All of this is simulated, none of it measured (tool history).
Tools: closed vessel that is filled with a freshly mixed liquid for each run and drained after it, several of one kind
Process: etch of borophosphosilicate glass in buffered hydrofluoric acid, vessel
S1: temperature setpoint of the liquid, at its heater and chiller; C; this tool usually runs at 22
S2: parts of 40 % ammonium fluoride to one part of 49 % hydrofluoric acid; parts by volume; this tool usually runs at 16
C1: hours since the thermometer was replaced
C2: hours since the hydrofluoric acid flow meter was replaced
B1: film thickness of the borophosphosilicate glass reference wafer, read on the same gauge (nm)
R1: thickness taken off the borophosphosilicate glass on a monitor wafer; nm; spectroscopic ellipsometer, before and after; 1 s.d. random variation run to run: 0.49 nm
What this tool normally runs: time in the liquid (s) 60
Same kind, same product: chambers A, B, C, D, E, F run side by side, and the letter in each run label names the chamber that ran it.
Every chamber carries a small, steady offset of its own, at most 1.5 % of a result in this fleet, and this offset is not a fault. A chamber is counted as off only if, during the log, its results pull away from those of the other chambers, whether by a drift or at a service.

Run 1F, hour 5.8: usual settings; C1 359.1; C2 383.4; B1 39.996. Result: R1 61.617 nm.
Run 2B, hour 12.6: usual settings; C1 715.2; C2 778.1; B1 39.976. Result: R1 61.178 nm.
Run 3E, hour 23.5: usual settings; C1 495.9; C2 700.4; B1 39.959. Result: R1 63.064 nm.
Run 4D, hour 34.2: usual settings; C1 1675.4; C2 2036; B1 40.045. Result: R1 61.51 nm.
Run 5C, hour 47.2: usual settings; C1 264.8; C2 373.9; B1 40.045. Result: R1 60.334 nm.
Run 6A, hour 53.2: usual settings; C1 449.2; C2 1684.7; B1 40.003. Result: R1 61.903 nm.
Run 7E, hour 60.6: usual settings; C1 533; C2 737.5; B1 40.017. Result: R1 61.811 nm.
Run 8D, hour 70.2: usual settings but time in the liquid (s) 40; C1 1711.4; C2 2072; B1 40.001. Result: R1 41.314 nm.
Run 9F, hour 81.1: usual settings but time in the liquid (s) 40; C1 434.4; C2 458.7; B1 39.974. Result: R1 41.199 nm.
Run 10C, hour 88.3: usual settings but time in the liquid (s) 40; C1 305.9; C2 415; B1 39.979. Result: R1 40.344 nm.
Run 11B, hour 95.4: usual settings but time in the liquid (s) 40; C1 798; C2 860.9; B1 40.022. Result: R1 41.118 nm.
Run 12A, hour 104.7: usual settings but time in the liquid (s) 40; C1 500.7; C2 1736.2; B1 40.02. Result: R1 40.844 nm.
At hour 109.2: chamber A: thermometer replaced.
Run 13F, hour 117.5: usual settings but time in the liquid (s) 40; C1 470.8; C2 495.1; B1 40.031. Result: R1 41.62 nm.
Run 14D, hour 126.4: usual settings; C1 1767.6; C2 2128.2; B1 40.029. Result: R1 61.194 nm.
Run 15A, hour 132.8: usual settings; C1 23.6; C2 1764.3; B1 39.977. Result: R1 61.716 nm.
Run 16E, hour 140.1: usual settings; C1 612.5; C2 817; B1 40.026. Result: R1 61.801 nm.
At hour 147.9: chamber D: hydrofluoric acid flow meter replaced.
Run 17C, hour 152.1: usual settings; C1 369.7; C2 478.8; B1 40.015. Result: R1 60.466 nm.
Run 18B, hour 160.9: usual settings; C1 863.5; C2 926.4; B1 39.98. Result: R1 61.478 nm.
Run 19D, hour 172.7: usual settings; C1 1813.9; C2 24.8; B1 40.018. Result: R1 62.063 nm.
Run 20E, hour 179: usual settings; C1 651.4; C2 855.9; B1 40.03. Result: R1 63.229 nm.
Run 21C, hour 189.3: usual settings; C1 406.9; C2 516; B1 40.021. Result: R1 61.012 nm.
Run 22B, hour 197.1: usual settings but time in the liquid (s) 90; C1 899.7; C2 962.6; B1 39.987. Result: R1 91.634 nm.
At hour 201.9: chamber D: thermometer replaced.
Run 23A, hour 205.2: usual settings but time in the liquid (s) 90; C1 96; C2 1836.7; B1 39.987. Result: R1 92.195 nm.
At hour 209.5: chamber F: thermometer replaced.
Run 24F, hour 216.2: usual settings but time in the liquid (s) 90; C1 6.7; C2 593.8; B1 39.996. Result: R1 92.461 nm.
At hour 223.8: chamber B: hydrofluoric acid flow meter replaced.
Run 25C, hour 227: usual settings but time in the liquid (s) 90; C1 444.6; C2 553.7; B1 39.967. Result: R1 91.871 nm.
Run 26A, hour 232.7: usual settings but time in the liquid (s) 90; C1 123.5; C2 1864.2; B1 40.029. Result: R1 92.525 nm.
Run 27F, hour 239.8: usual settings but time in the liquid (s) 90; C1 30.3; C2 617.4; B1 39.993. Result: R1 91.014 nm.
Run 28E, hour 246.3: usual settings; C1 718.7; C2 923.2; B1 40.004. Result: R1 66.12 nm.
Run 29B, hour 253.5: usual settings; C1 956.1; C2 29.8; B1 39.983. Result: R1 61.095 nm.
Run 30D, hour 260.6: usual settings; C1 58.8; C2 112.7; B1 40.014. Result: R1 61.462 nm.
Run 31C, hour 270.1: usual settings; C1 487.7; C2 596.8; B1 39.981. Result: R1 61.704 nm.
Run 32A, hour 282.5: usual settings; C1 173.3; C2 1914; B1 40.023. Result: R1 62.163 nm.
Run 33E, hour 293.7: usual settings; C1 766.1; C2 970.6; B1 40.031. Result: R1 67.247 nm.
Run 34F, hour 305.3: usual settings; C1 95.8; C2 682.9; B1 40.035. Result: R1 61.544 nm.
Run 35B, hour 312.1: usual settings; C1 1014.7; C2 88.4; B1 40.026. Result: R1 60.656 nm.
Run 36D, hour 317.8: usual settings; C1 116; C2 169.9; B1 39.98. Result: R1 61.784 nm.
Run 37D, hour 327.8: usual settings; C1 126; C2 179.9; B1 40. Result: R1 61.924 nm.

The same settings go to every chamber for the next run, one line per chamber below. Forecast the results for each:
Run 38A, hour 337.1: usual settings. Result: R1 ?.
Run 38B, hour 337.1: usual settings. Result: R1 ?.
Run 38C, hour 337.1: usual settings. Result: R1 ?.
Run 38D, hour 337.1: usual settings. Result: R1 ?.
Run 38E, hour 337.1: usual settings. Result: R1 ?.
Run 38F, hour 337.1: usual settings. Result: R1 ?.

run      R1
38A   62.23
38B  61.855
38C  61.085
38D  60.874
38E  69.428
38F  61.653
